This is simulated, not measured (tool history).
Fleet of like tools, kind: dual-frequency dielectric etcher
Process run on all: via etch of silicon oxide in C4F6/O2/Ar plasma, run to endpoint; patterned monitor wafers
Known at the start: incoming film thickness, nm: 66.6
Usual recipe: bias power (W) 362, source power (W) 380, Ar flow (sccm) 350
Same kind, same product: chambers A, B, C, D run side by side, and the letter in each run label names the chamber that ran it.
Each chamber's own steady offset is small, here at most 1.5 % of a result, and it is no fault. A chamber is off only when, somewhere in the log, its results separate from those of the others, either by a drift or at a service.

run 1A hour=9.4 | bias_power_(W)=362 source_power_(W)=380 Ar_flow_(sccm)=350 | endpoint_time_(s)=17.033
run 2B hour=17.6 | bias_power_(W)=362 source_power_(W)=380 Ar_flow_(sccm)=350 | endpoint_time_(s)=16.809
run 3C hour=28.9 | bias_power_(W)=362 source_power_(W)=380 Ar_flow_(sccm)=350 | endpoint_time_(s)=17.14
run 4D hour=34.6 | bias_power_(W)=362 source_power_(W)=380 Ar_flow_(sccm)=350 | endpoint_time_(s)=16.955
run 5D hour=41.6 | bias_power_(W)=362 source_power_(W)=380 Ar_flow_(sccm)=350 | endpoint_time_(s)=16.891
run 6A hour=48.1 | bias_power_(W)=362 source_power_(W)=380 Ar_flow_(sccm)=350 | endpoint_time_(s)=16.981
-- hour=56.2 chamber C: wet clean of the chamber
run 7B hour=58.7 | bias_power_(W)=362 source_power_(W)=380 Ar_flow_(sccm)=350 | endpoint_time_(s)=16.863
run 8C hour=66.1 | bias_power_(W)=362 source_power_(W)=380 Ar_flow_(sccm)=350 | endpoint_time_(s)=17.144
run 9D hour=71.9 | bias_power_(W)=362 source_power_(W)=380 Ar_flow_(sccm)=350 | endpoint_time_(s)=17.014
run 10C hour=77.4 | bias_power_(W)=362 source_power_(W)=380 Ar_flow_(sccm)=350 | endpoint_time_(s)=17.125
run 11A hour=84.8 | bias_power_(W)=362 source_power_(W)=380 Ar_flow_(sccm)=350 | endpoint_time_(s)=17.035
run 12B hour=91.4 | bias_power_(W)=362 source_power_(W)=380 Ar_flow_(sccm)=419 | endpoint_time_(s)=17.14
run 13D hour=97.4 | bias_power_(W)=362 source_power_(W)=380 Ar_flow_(sccm)=419 | endpoint_time_(s)=17.234
run 14B hour=105.7 | bias_power_(W)=362 source_power_(W)=380 Ar_flow_(sccm)=419 | endpoint_time_(s)=17.167
run 15A hour=114.2 | bias_power_(W)=362 source_power_(W)=380 Ar_flow_(sccm)=419 | endpoint_time_(s)=17.373
run 16C hour=124.9 | bias_power_(W)=362 source_power_(W)=380 Ar_flow_(sccm)=350 | endpoint_time_(s)=17.116
-- hour=129.2 chamber A: wet clean of the chamber
run 17C hour=132.1 | bias_power_(W)=362 source_power_(W)=380 Ar_flow_(sccm)=350 | endpoint_time_(s)=17.067
run 18A hour=139.2 | bias_power_(W)=362 source_power_(W)=380 Ar_flow_(sccm)=350 | endpoint_time_(s)=16.932
run 19D hour=147.7 | bias_power_(W)=362 source_power_(W)=380 Ar_flow_(sccm)=350 | endpoint_time_(s)=16.999
run 20B hour=157.4 | bias_power_(W)=362 source_power_(W)=380 Ar_flow_(sccm)=350 | endpoint_time_(s)=16.934
run 21A hour=164.6 | bias_power_(W)=362 source_power_(W)=380 Ar_flow_(sccm)=350 | endpoint_time_(s)=16.932
run 22D hour=172.5 | bias_power_(W)=400 source_power_(W)=380 Ar_flow_(sccm)=321 | endpoint_time_(s)=16.254
run 23C hour=182.6 | bias_power_(W)=400 source_power_(W)=380 Ar_flow_(sccm)=321 | endpoint_time_(s)=16.414
run 24B hour=187.5 | bias_power_(W)=400 source_power_(W)=380 Ar_flow_(sccm)=321 | endpoint_time_(s)=16.168
run 25B hour=195.8 | bias_power_(W)=400 source_power_(W)=380 Ar_flow_(sccm)=321 | endpoint_time_(s)=16.107
run 26D hour=205.7 | bias_power_(W)=362 source_power_(W)=380 Ar_flow_(sccm)=350 | endpoint_time_(s)=16.926
run 27A hour=213.9 | bias_power_(W)=362 source_power_(W)=380 Ar_flow_(sccm)=350 | endpoint_time_(s)=16.962

Read the log: is a single chamber off, either drifting away or since a service, is the gauge that measures every chamber drifting, or is nothing wrong beyond small per-chamber offsets? Name any odd chamber and what most likely caused it.

No chamber is off and the gauge is stable; the differences are just each chamber's small, constant offset.

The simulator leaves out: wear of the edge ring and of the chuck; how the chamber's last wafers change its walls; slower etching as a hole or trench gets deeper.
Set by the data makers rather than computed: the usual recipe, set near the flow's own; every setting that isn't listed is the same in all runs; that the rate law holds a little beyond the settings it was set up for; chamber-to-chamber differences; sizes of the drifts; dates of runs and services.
